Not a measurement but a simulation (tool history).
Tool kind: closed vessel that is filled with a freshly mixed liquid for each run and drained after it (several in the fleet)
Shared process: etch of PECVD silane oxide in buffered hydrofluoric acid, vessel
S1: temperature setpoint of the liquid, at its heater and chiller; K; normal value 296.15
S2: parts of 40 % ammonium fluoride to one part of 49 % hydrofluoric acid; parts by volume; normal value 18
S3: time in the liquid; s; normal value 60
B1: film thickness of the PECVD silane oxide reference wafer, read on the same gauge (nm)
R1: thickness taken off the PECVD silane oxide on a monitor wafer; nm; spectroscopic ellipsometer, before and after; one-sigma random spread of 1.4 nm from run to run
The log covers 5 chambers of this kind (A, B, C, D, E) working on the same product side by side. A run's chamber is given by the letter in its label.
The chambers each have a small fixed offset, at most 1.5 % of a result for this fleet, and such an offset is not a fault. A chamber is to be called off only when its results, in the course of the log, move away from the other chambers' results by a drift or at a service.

run,day,S1,S2,S3,B1,R1
1D,0.454,296.15,18,60,150,163.61
2C,0.75,296.15,18,60,150.03,165.09
3E,1.075,296.15,18,60,150.02,159.77
4A,1.562,296.15,18,60,150,163.21
5B,2.004,296.15,18,75,150,201.97
# day 2.371: chamber D: thermometer replaced
6B,2.554,296.15,18,75,149.96,201.33
7A,3.138,296.15,18,75,150.03,199.27
8E,3.646,296.15,18,75,150.01,201.34
9C,4.204,296.15,18,75,150.05,201.93
10D,4.688,296.15,18,60,150,162.54
# day 4.696: chamber E: thermometer replaced
11A,5.054,296.15,18,35,150.02,94.013
12C,5.688,296.15,18,35,150.02,95.031
13E,6.321,296.15,18,35,149.98,95.124
14D,6.971,296.15,18,35,149.97,96.002
15B,7.342,296.15,18,35,150.02,94.653
16E,7.788,296.15,18,75,150.01,201.14
17B,8.229,296.15,18,75,150.01,203.62
18D,8.667,296.15,18,75,150.01,206.85
19C,9.117,296.15,18,75,149.98,202.33
20A,9.604,296.15,18,75,150.01,198.36
21E,10.071,296.15,18,40,150,108.6
22D,10.508,296.15,18,40,150.01,110.09
23C,11.108,296.15,18,40,150.01,107.88
24A,11.617,296.15,18,40,149.99,107.69
25B,11.929,296.15,18,40,150,108.64
26C,12.446,296.15,18,60,150.04,162.97
27B,12.821,296.15,18,60,150,164.53
28E,13.317,296.15,18,30,150.01,80.451
29D,13.683,296.15,18,30,150.02,82.189
30A,14.096,296.15,18,30,150,79.978
31E,14.488,296.15,18,30,150.04,81.742
32D,14.921,296.15,18,30,150.01,80.755
33B,15.3,296.15,18,60,149.98,159.93
34C,15.85,296.15,18,60,150,162.78
35A,16.288,296.15,18,60,149.95,159.75
36D,16.717,296.15,15,30,149.99,97.534
37E,17.108,296.15,15,30,149.97,96.582
38C,17.729,296.15,15,30,149.97,95.464
39A,18.329,296.15,15,30,149.98,97.629
40B,18.817,296.15,15,30,150,98.146
41D,19.292,296.15,12.5,50,150.02,194.63
42E,19.938,296.15,12.5,50,150,192.2
# day 20.183: chamber B: hydrofluoric acid flow meter replaced
43B,20.404,296.15,12.5,50,150.02,198.67

Does one chamber stand apart from the rest, does the shared gauge drift, or is all well apart from small per-chamber offsets? Give the chamber and the most likely cause, where there is one.

All chambers stay in line apart from their small fixed offsets, and the gauge does not drift.
